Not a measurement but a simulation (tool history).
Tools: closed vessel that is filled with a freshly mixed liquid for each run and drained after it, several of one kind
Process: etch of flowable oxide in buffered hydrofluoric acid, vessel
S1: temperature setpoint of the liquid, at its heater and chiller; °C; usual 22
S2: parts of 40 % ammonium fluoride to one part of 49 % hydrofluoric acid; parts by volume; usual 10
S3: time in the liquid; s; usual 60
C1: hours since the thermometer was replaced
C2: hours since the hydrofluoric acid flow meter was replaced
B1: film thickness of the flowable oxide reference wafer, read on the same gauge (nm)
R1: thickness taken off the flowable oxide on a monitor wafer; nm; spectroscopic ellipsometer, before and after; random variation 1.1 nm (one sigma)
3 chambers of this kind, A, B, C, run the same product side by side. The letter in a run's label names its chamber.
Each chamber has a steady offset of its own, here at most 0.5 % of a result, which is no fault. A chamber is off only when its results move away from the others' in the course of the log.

run	hour	S1	S2	S3	C1	C2	B1	R1
1C	9.8	22	10	60	2520.9	1503.4	70.026	112.7
2A	17.8	22	10	60	1004.2	861.9	69.983	111.56
3B	22.9	22	10	60	213.2	180.1	70.007	112.63
4C	29.2	22	10	60	2540.3	1522.8	70.019	112.96
5B	35.7	22	10	60	226	192.9	69.999	113.27
# hour 40.5: chamber C: thermometer replaced
6A	43.2	22	10	60	1029.6	887.3	70.016	113.62
7C	52.3	26.5	10	60	11.8	1545.9	69.989	142.73
8B	58.8	26.5	10	60	249.1	216	70.022	145.51
9A	67.7	26.5	10	60	1054.1	911.8	69.99	145.25
10A	78.1	22	10	60	1064.5	922.2	70.044	113.01
11B	89.4	22	10	60	279.7	246.6	70.027	113.02
12C	98.9	22	10	60	58.4	1592.5	69.997	113.08
13B	104.4	22	10	60	294.7	261.6	70.036	114.08
14C	110.2	22	11.5	60	69.7	1603.8	70	98.486
15A	121.3	22	11.5	60	1107.7	965.4	70.003	97.927
16A	127.3	22	11.5	60	1113.7	971.4	69.966	96.157
17C	136.3	22	10	60	95.8	1629.9	69.976	115.7
18B	143.9	22	10	60	334.2	301.1	69.996	110.75
19C	153.8	26.5	10	45	113.3	1647.4	70.021	108.82
20B	162.2	26.5	10	45	352.5	319.4	69.97	106.65
21A	168.9	26.5	10	45	1155.3	1013	69.976	108.28
# hour 171.8: chamber C: hydrofluoric acid flow meter replaced
22C	174.2	20	10	60	133.7	2.5	70	103.65
23A	182.7	20	10	60	1169.1	1026.8	70.022	99.723
24B	192.7	20	10	60	383	349.9	69.934	97.267
25A	202.1	22	10	60	1188.5	1046.2	69.979	112.48
26C	211.8	22	10	60	171.3	40.1	70.028	113.88
27B	223.4	22	10	60	413.7	380.6	69.961	106.22
28C	233.5	22	10	60	193	61.8	70.005	113.81
29A	240.8	22	10	60	1227.2	1084.9	69.972	112.49
30B	246.4	22	10	60	436.7	403.6	70.014	106.36
31B	257.5	22	10	60	447.8	414.7	69.957	106.1
32C	262.8	22	10	60	222.3	91.1	69.998	116.71
33A	268.6	19	6.5	60	1255	1112.7	70.015	141.01
34B	277.7	19	6.5	60	468	434.9	70.05	128.35
35C	289.5	19	6.5	60	249	117.8	70.007	141.09
36A	298.3	22	10	60	1284.7	1142.4	70.006	112.57
37C	308.2	22	10	60	267.7	136.5	70.002	112.13
38A	316.4	22	10	60	1302.8	1160.5	69.984	110.64
39B	324.3	22	10	75	514.6	481.5	70.003	126.97

What goes on in this fleet: one chamber off, a drifting gauge, or nothing beyond the chambers' own small offsets? Name the chamber and the cause, if any.

Chamber B drifts away from the others.
Cause: liquid colder than its thermometer reads (K) = 2.24.
The log may not tell that from: hydrofluoric acid flow below the setpoint (%).

Here are 4 candidates for chamber B's next run, each the usual settings with a change, their results left as question marks. Which one brings its results back in line with what the others give on the usual settings?
In line means no further than this from the other chambers' mean on the usual settings: R1 3.8 nm
40B-1	332.8	22	8.5	60				?
40B-2	332.8	20	10	60				?
40B-3	332.8	20.5	11.5	60				?
40B-4	332.8	23	9.5	70				?

The other chambers' mean on the usual settings: R1 113.07 nm
run	R1
40B-1	113.12
40B-2	88.765
40B-3	79.662
40B-4	126.97
40B-1 brings the chamber back in line.
